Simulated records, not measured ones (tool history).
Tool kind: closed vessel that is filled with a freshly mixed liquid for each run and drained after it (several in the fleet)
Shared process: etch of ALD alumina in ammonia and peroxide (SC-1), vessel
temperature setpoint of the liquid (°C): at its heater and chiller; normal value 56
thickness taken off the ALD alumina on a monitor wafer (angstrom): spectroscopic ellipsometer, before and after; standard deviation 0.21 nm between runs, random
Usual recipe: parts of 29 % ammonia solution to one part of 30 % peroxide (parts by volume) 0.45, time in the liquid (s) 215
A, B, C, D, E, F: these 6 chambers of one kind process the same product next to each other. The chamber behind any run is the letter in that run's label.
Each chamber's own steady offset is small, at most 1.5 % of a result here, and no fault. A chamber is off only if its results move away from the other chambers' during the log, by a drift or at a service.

run,hour,temperature setpoint of the liquid (°C),parts of 29 % ammonia solution to one part of 30 % peroxide (parts by volume),time in the liquid (s),hours since the thermometer was replaced,hours since the ammonia flow meter was replaced,hours since the drum of ammonia solution was connected,"read-back film thickness of the ALD alumina reference wafer, read on the same gauge (nm)",thickness taken off the ALD alumina on a monitor wafer (angstrom)
# hour 2.7: chamber F: ammonia flow meter replaced
1F,11,56,0.45,215,1598.5,8.3,496,49.966,208.88
2A,23.8,56,0.45,215,624.3,969.2,895.6,50.02,205.86
3E,34.9,56,0.45,215,1032.9,841,134.4,49.993,210.91
4B,47.6,56,0.45,215,1358.5,526.4,198.9,49.995,209.53
5D,53.5,52,0.45,215,126.6,147.8,89.1,50.004,169.45
6C,61.5,52,0.45,215,569.5,448,770.4,50.013,171.79
7D,69.7,52,0.45,215,142.8,164,105.3,50.013,172.61
8E,82.4,52,0.45,215,1080.4,888.5,181.9,50.002,169.87
9B,93.1,52,0.45,215,1404,571.9,244.4,50.006,166.08
10F,104.4,52,0.45,215,1691.9,101.7,589.4,50.015,166.06
# hour 108.1: chamber A: ammonia flow meter replaced
11C,112.3,56,0.45,215,620.3,498.8,821.2,50.003,210.21
12A,118.6,56,0.45,215,719.1,10.6,990.4,49.999,206.78
13E,126.6,56,0.45,215,1124.6,932.7,226.1,50.01,207.86
14C,136.1,47,0.45,165,644.1,522.6,845,49.994,99.072
15B,143.7,47,0.45,165,1454.6,622.5,295,50.008,97.458
16F,154.3,47,0.45,165,1741.8,151.6,639.3,49.994,98.805
17D,166.3,47,0.45,165,239.4,260.6,201.9,49.989,100.2
18A,175.9,47,0.45,165,776.4,67.9,1047.7,49.991,97.681
# hour 177: chamber E: new drum of ammonia solution connected
19D,183,47,0.45,165,256.1,277.3,218.6,49.993,99.37
# hour 183.7: chamber B: new drum of ammonia solution connected
# hour 186.7: chamber F: new drum of ammonia solution connected
20C,194.6,56,0.45,215,702.6,581.1,903.5,50.013,208.73
# hour 197.3: chamber B: ammonia flow meter replaced
21A,200.4,56,0.45,215,800.9,92.4,1072.2,49.998,208.71
22E,209.9,56,0.45,215,1207.9,1016,32.9,49.992,210.24
23B,219.3,56,0.45,215,1530.2,22.1,35.6,49.995,213.14
24F,228.3,56,0.45,215,1815.8,225.6,41.7,49.986,203.6
25E,240.1,56,0.45,215,1238.1,1046.2,63.1,50,213.52
26D,246.7,56,0.45,215,319.8,341,282.3,50.003,206.26
# hour 247.2: chamber D: new drum of ammonia solution connected
27C,256.1,56,0.45,215,764.1,642.6,965,50.013,201.96
28B,268.1,56,0.45,215,1579,70.9,84.4,49.996,208.65
29A,274.1,56,0.45,215,874.6,166.1,1145.9,50.015,203.62
30F,279.9,56,0.45,215,1867.4,277.2,93.3,49.978,210.59
31C,289.9,56,0.45,215,797.9,676.4,998.8,50.009,193.77
32F,298.2,56,0.45,215,1885.7,295.5,111.6,49.99,212.04
33D,309.9,56,0.45,215,383,404.2,62.7,49.992,208.14
# hour 316.5: chamber B: thermometer replaced
34B,319.6,56,0.45,215,3.1,122.4,135.9,49.995,210.58
35E,328.3,56,0.45,215,1326.3,1134.4,151.3,50.011,211.29
36A,334.5,56,0.3,265,935,226.5,1206.3,50.006,247.28
37A,340.3,56,0.3,265,940.8,232.3,1212.1,49.99,250.66
38F,346.6,56,0.3,265,1934.1,343.9,160,50.024,245.65

Has any chamber moved away from the others, gradually or after a service, or does the common gauge drift, or do the chambers differ only by their own small steady offsets? State the chamber and the most likely cause if one applies.

It is chamber C that slowly wanders off from its peers.
Most likely cause: liquid colder than its thermometer reads (K) = 1.71.

Here are 4 candidates for chamber C's next run, each the usual settings with a change, their results left as question marks. Which one brings its results back in line with what the others give on the usual settings?
Maximum distance from the other chambers' mean on the usual settings for a result to count as in line: thickness taken off the ALD alumina on a monitor wafer (angstrom) 7.3
39C-1,356,59,0.45,215,,,,,?
39C-2,356,56,0.45,235,,,,,?
39C-3,356,54.5,0.45,215,,,,,?
39C-4,356,55,0.45,195,,,,,?

Other chambers, usual settings, mean: thickness taken off the ALD alumina on a monitor wafer (angstrom) 208.52
run,thickness taken off the ALD alumina on a monitor wafer (angstrom)
39C-1,226.18
39C-2,210.99
39C-3,178.1
39C-4,165.94
39C-2 brings the chamber back in line.
